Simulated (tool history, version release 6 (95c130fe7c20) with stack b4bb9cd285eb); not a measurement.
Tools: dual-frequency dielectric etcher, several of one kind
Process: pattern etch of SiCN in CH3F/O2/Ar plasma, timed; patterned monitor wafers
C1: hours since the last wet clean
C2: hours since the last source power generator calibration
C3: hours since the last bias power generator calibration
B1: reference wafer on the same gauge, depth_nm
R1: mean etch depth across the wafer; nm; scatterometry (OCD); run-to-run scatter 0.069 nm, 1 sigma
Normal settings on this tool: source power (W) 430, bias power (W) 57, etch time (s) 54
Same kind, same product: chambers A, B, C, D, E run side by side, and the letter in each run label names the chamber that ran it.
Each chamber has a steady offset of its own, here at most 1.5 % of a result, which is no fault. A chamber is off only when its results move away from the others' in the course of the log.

{"hour": 11.1, "done": "chamber A: source power generator calibrated"}
{"run": "1B", "hour": 12.5, "source power (W)": 430, "bias power (W)": 57, "etch time (s)": 54, "C1": 463.7, "C2": 931.0, "C3": 676.6, "B1": 22.311, "R1": 19.089}
{"run": "2E", "hour": 22.6, "source power (W)": 430, "bias power (W)": 57, "etch time (s)": 54, "C1": 39.3, "C2": 999.5, "C3": 365.1, "B1": 22.309, "R1": 19.195}
{"run": "3C", "hour": 31.8, "source power (W)": 430, "bias power (W)": 57, "etch time (s)": 54, "C1": 76.5, "C2": 1245.9, "C3": 1174.1, "B1": 22.315, "R1": 19.08}
{"run": "4A", "hour": 40.3, "source power (W)": 430, "bias power (W)": 57, "etch time (s)": 54, "C1": 53.0, "C2": 29.2, "C3": 3607.0, "B1": 22.282, "R1": 19.261}
{"run": "5D", "hour": 54.0, "source power (W)": 430, "bias power (W)": 57, "etch time (s)": 68, "C1": 230.6, "C2": 945.7, "C3": 356.0, "B1": 22.302, "R1": 23.835}
{"run": "6C", "hour": 67.9, "source power (W)": 430, "bias power (W)": 57, "etch time (s)": 68, "C1": 112.6, "C2": 1282.0, "C3": 1210.2, "B1": 22.28, "R1": 24.123}
{"run": "7B", "hour": 83.1, "source power (W)": 430, "bias power (W)": 57, "etch time (s)": 68, "C1": 534.3, "C2": 1001.6, "C3": 747.2, "B1": 22.303, "R1": 23.981}
{"run": "8E", "hour": 95.3, "source power (W)": 430, "bias power (W)": 57, "etch time (s)": 68, "C1": 112.0, "C2": 1072.2, "C3": 437.8, "B1": 22.315, "R1": 24.302}
{"run": "9D", "hour": 110.9, "source power (W)": 430, "bias power (W)": 57, "etch time (s)": 68, "C1": 287.5, "C2": 1002.6, "C3": 412.9, "B1": 22.317, "R1": 23.765}
{"run": "10A", "hour": 126.0, "source power (W)": 430, "bias power (W)": 57, "etch time (s)": 54, "C1": 138.7, "C2": 114.9, "C3": 3692.7, "B1": 22.304, "R1": 19.322}
{"hour": 134.3, "done": "chamber B: wet clean of the chamber"}
{"run": "11B", "hour": 139.4, "source power (W)": 430, "bias power (W)": 57, "etch time (s)": 54, "C1": 5.1, "C2": 1057.9, "C3": 803.5, "B1": 22.311, "R1": 18.999}
{"run": "12E", "hour": 149.6, "source power (W)": 430, "bias power (W)": 49, "etch time (s)": 68, "C1": 166.3, "C2": 1126.5, "C3": 492.1, "B1": 22.294, "R1": 22.991}
{"run": "13A", "hour": 159.9, "source power (W)": 430, "bias power (W)": 49, "etch time (s)": 68, "C1": 172.6, "C2": 148.8, "C3": 3726.6, "B1": 22.281, "R1": 23.104}
{"run": "14C", "hour": 168.7, "source power (W)": 430, "bias power (W)": 49, "etch time (s)": 68, "C1": 213.4, "C2": 1382.8, "C3": 1311.0, "B1": 22.307, "R1": 22.873}
{"run": "15D", "hour": 184.2, "source power (W)": 430, "bias power (W)": 49, "etch time (s)": 68, "C1": 360.8, "C2": 1075.9, "C3": 486.2, "B1": 22.29, "R1": 22.632}
{"run": "16B", "hour": 199.0, "source power (W)": 430, "bias power (W)": 49, "etch time (s)": 68, "C1": 64.7, "C2": 1117.5, "C3": 863.1, "B1": 22.329, "R1": 22.828}
{"run": "17C", "hour": 211.7, "source power (W)": 430, "bias power (W)": 57, "etch time (s)": 54, "C1": 256.4, "C2": 1425.8, "C3": 1354.0, "B1": 22.312, "R1": 19.189}
{"run": "18A", "hour": 226.2, "source power (W)": 430, "bias power (W)": 57, "etch time (s)": 54, "C1": 238.9, "C2": 215.1, "C3": 3792.9, "B1": 22.311, "R1": 19.171}
{"hour": 237.9, "done": "chamber D: wet clean of the chamber"}
{"run": "19E", "hour": 240.0, "source power (W)": 430, "bias power (W)": 57, "etch time (s)": 54, "C1": 256.7, "C2": 1216.9, "C3": 582.5, "B1": 22.285, "R1": 19.233}
{"run": "20D", "hour": 249.8, "source power (W)": 430, "bias power (W)": 57, "etch time (s)": 54, "C1": 11.9, "C2": 1141.5, "C3": 551.8, "B1": 22.325, "R1": 18.343}
{"run": "21A", "hour": 263.4, "source power (W)": 430, "bias power (W)": 57, "etch time (s)": 54, "C1": 276.1, "C2": 252.3, "C3": 3830.1, "B1": 22.292, "R1": 19.172}
{"run": "22E", "hour": 270.8, "source power (W)": 430, "bias power (W)": 46, "etch time (s)": 54, "C1": 287.5, "C2": 1247.7, "C3": 613.3, "B1": 22.289, "R1": 18.009}
{"run": "23C", "hour": 279.5, "source power (W)": 430, "bias power (W)": 46, "etch time (s)": 54, "C1": 324.2, "C2": 1493.6, "C3": 1421.8, "B1": 22.304, "R1": 17.876}
{"run": "24B", "hour": 294.6, "source power (W)": 430, "bias power (W)": 46, "etch time (s)": 54, "C1": 160.3, "C2": 1213.1, "C3": 958.7, "B1": 22.293, "R1": 17.731}
{"run": "25D", "hour": 308.9, "source power (W)": 430, "bias power (W)": 46, "etch time (s)": 54, "C1": 71.0, "C2": 1200.6, "C3": 610.9, "B1": 22.327, "R1": 17.102}
{"run": "26E", "hour": 325.3, "source power (W)": 430, "bias power (W)": 46, "etch time (s)": 54, "C1": 342.0, "C2": 1302.2, "C3": 667.8, "B1": 22.282, "R1": 17.891}
{"run": "27A", "hour": 333.2, "source power (W)": 530, "bias power (W)": 57, "etch time (s)": 63, "C1": 345.9, "C2": 322.1, "C3": 3899.9, "B1": 22.298, "R1": 24.29}
{"run": "28B", "hour": 342.1, "source power (W)": 530, "bias power (W)": 57, "etch time (s)": 63, "C1": 207.8, "C2": 1260.6, "C3": 1006.2, "B1": 22.316, "R1": 24.027}
{"run": "29C", "hour": 355.8, "source power (W)": 530, "bias power (W)": 57, "etch time (s)": 63, "C1": 400.5, "C2": 1569.9, "C3": 1498.1, "B1": 22.294, "R1": 24.479}
{"run": "30D", "hour": 363.9, "source power (W)": 530, "bias power (W)": 57, "etch time (s)": 63, "C1": 126.0, "C2": 1255.6, "C3": 665.9, "B1": 22.279, "R1": 23.114}
{"hour": 379.0, "done": "chamber A: bias power generator calibrated"}
{"run": "31A", "hour": 379.2, "source power (W)": 530, "bias power (W)": 57, "etch time (s)": 63, "C1": 391.9, "C2": 368.1, "C3": 0.3, "B1": 22.299, "R1": 24.182}
{"run": "32E", "hour": 389.6, "source power (W)": 430, "bias power (W)": 57, "etch time (s)": 54, "C1": 406.3, "C2": 1366.5, "C3": 732.1, "B1": 22.302, "R1": 19.183}
{"run": "33C", "hour": 403.8, "source power (W)": 430, "bias power (W)": 57, "etch time (s)": 54, "C1": 448.5, "C2": 1617.9, "C3": 1546.1, "B1": 22.296, "R1": 19.232}
{"run": "34D", "hour": 412.0, "source power (W)": 430, "bias power (W)": 57, "etch time (s)": 54, "C1": 174.1, "C2": 1303.7, "C3": 714.0, "B1": 22.29, "R1": 18.301}
{"run": "35B", "hour": 423.0, "source power (W)": 340, "bias power (W)": 57, "etch time (s)": 54, "C1": 288.7, "C2": 1341.5, "C3": 1087.1, "B1": 22.325, "R1": 17.364}
{"run": "36D", "hour": 438.8, "source power (W)": 340, "bias power (W)": 57, "etch time (s)": 54, "C1": 200.9, "C2": 1330.5, "C3": 740.8, "B1": 22.305, "R1": 16.64}
{"run": "37A", "hour": 450.8, "source power (W)": 340, "bias power (W)": 57, "etch time (s)": 54, "C1": 463.5, "C2": 439.7, "C3": 71.9, "B1": 22.316, "R1": 17.629}

Each of the 5 chambers runs these same settings next. Fill in every chamber's results:
{"run": "38A", "hour": 462.5, "source power (W)": 430, "bias power (W)": 57, "etch time (s)": 54, "R1": "?"}
{"run": "38B", "hour": 462.5, "source power (W)": 430, "bias power (W)": 57, "etch time (s)": 54, "R1": "?"}
{"run": "38C", "hour": 462.5, "source power (W)": 430, "bias power (W)": 57, "etch time (s)": 54, "R1": "?"}
{"run": "38D", "hour": 462.5, "source power (W)": 430, "bias power (W)": 57, "etch time (s)": 54, "R1": "?"}
{"run": "38E", "hour": 462.5, "source power (W)": 430, "bias power (W)": 57, "etch time (s)": 54, "R1": "?"}

run=38A R1=19.227
run=38B R1=18.974
run=38C R1=19.308
run=38D R1=18.288
run=38E R1=19.246
